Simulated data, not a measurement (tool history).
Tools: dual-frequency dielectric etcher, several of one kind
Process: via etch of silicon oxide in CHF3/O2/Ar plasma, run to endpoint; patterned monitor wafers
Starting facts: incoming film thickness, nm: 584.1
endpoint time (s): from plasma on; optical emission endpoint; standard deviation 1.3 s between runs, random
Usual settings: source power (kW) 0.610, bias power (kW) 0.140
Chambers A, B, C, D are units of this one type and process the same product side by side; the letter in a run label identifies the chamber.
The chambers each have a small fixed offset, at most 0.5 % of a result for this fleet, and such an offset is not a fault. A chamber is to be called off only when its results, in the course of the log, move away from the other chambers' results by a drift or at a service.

run,hour,source power (kW),bias power (kW),hours since the last wet clean,hours since the last source power generator calibration,hours since the last bias power generator calibration,endpoint time (s)
1A,4.3,0.610,0.140,463.6,1377.1,2600.3,319.82
2D,10.0,0.610,0.140,334.8,2392.3,1800.4,320.50
3C,13.7,0.610,0.140,79.3,1573.0,194.4,318.27
4B,18.2,0.610,0.140,129.4,668.9,1966.3,319.91
5C,22.7,0.610,0.140,88.3,1582.0,203.4,318.30
6D,25.4,0.610,0.140,350.2,2407.7,1815.8,320.48
7B,28.7,0.610,0.140,139.9,679.4,1976.8,318.03
8A,32.7,0.610,0.140,492.0,1405.5,2628.7,316.14
9B,35.8,0.610,0.140,147.0,686.5,1983.9,321.97
10D,39.5,0.610,0.140,364.3,2421.8,1829.9,317.90
11C,42.8,0.610,0.140,108.4,1602.1,223.5,318.04
12A,45.9,0.610,0.140,505.2,1418.7,2641.9,319.54
13D,48.8,0.610,0.140,373.6,2431.1,1839.2,320.05
14C,54.1,0.610,0.140,119.7,1613.4,234.8,319.21
15A,56.8,0.610,0.140,516.1,1429.6,2652.8,319.95
16B,61.4,0.610,0.140,172.6,712.1,2009.5,317.14
17C,65.2,0.610,0.140,130.8,1624.5,245.9,320.38
# hour 67.3: chamber A: wet clean of the chamber
18D,70.8,0.610,0.140,395.6,2453.1,1861.2,318.30
19B,73.9,0.610,0.140,185.1,724.6,2022.0,317.34
20A,77.7,0.610,0.140,10.4,1450.5,2673.7,319.30
21D,82.4,0.610,0.140,407.2,2464.7,1872.8,319.07
22A,87.7,0.760,0.155,20.4,1460.5,2683.7,283.69
23B,90.7,0.760,0.155,201.9,741.4,2038.8,279.98
24C,95.4,0.760,0.155,161.0,1654.7,276.1,283.51
25C,100.0,0.760,0.155,165.6,1659.3,280.7,282.21
26A,105.4,0.520,0.161,38.1,1478.2,2701.4,325.10
27B,108.5,0.520,0.161,219.7,759.2,2056.6,315.87
28D,111.6,0.520,0.161,436.4,2493.9,1902.0,325.48
29B,115.6,0.520,0.161,226.8,766.3,2063.7,317.95
30A,118.5,0.730,0.163,51.2,1491.3,2714.5,283.90
31C,123.8,0.730,0.163,189.4,1683.1,304.5,284.54
32D,127.1,0.730,0.163,451.9,2509.4,1917.5,282.64
33D,132.2,0.730,0.163,457.0,2514.5,1922.6,283.71
34B,137.9,0.610,0.140,249.1,788.6,2086.0,310.91
35A,141.0,0.610,0.140,73.7,1513.8,2737.0,318.80
36C,144.7,0.610,0.140,210.3,1704.0,325.4,318.46
37A,148.2,0.610,0.140,80.9,1521.0,2744.2,319.78
38B,151.3,0.610,0.140,262.5,802.0,2099.4,307.57
39D,155.1,0.610,0.140,479.9,2537.4,1945.5,320.67
40C,160.8,0.710,0.140,226.4,1720.1,341.5,299.27
41B,164.3,0.710,0.140,275.5,815.0,2112.4,288.31
42A,167.9,0.710,0.140,100.6,1540.7,2763.9,301.25
43C,171.6,0.710,0.140,237.2,1730.9,352.3,301.31

Next, all 4 chambers run the settings below, one line each with question marks for the results. What does each chamber give?
44A,175.9,0.610,0.140,,,,?
44B,175.9,0.610,0.140,,,,?
44C,175.9,0.610,0.140,,,,?
44D,175.9,0.610,0.140,,,,?

run,endpoint time (s)
44A,316.90
44B,307.13
44C,316.37
44D,316.94
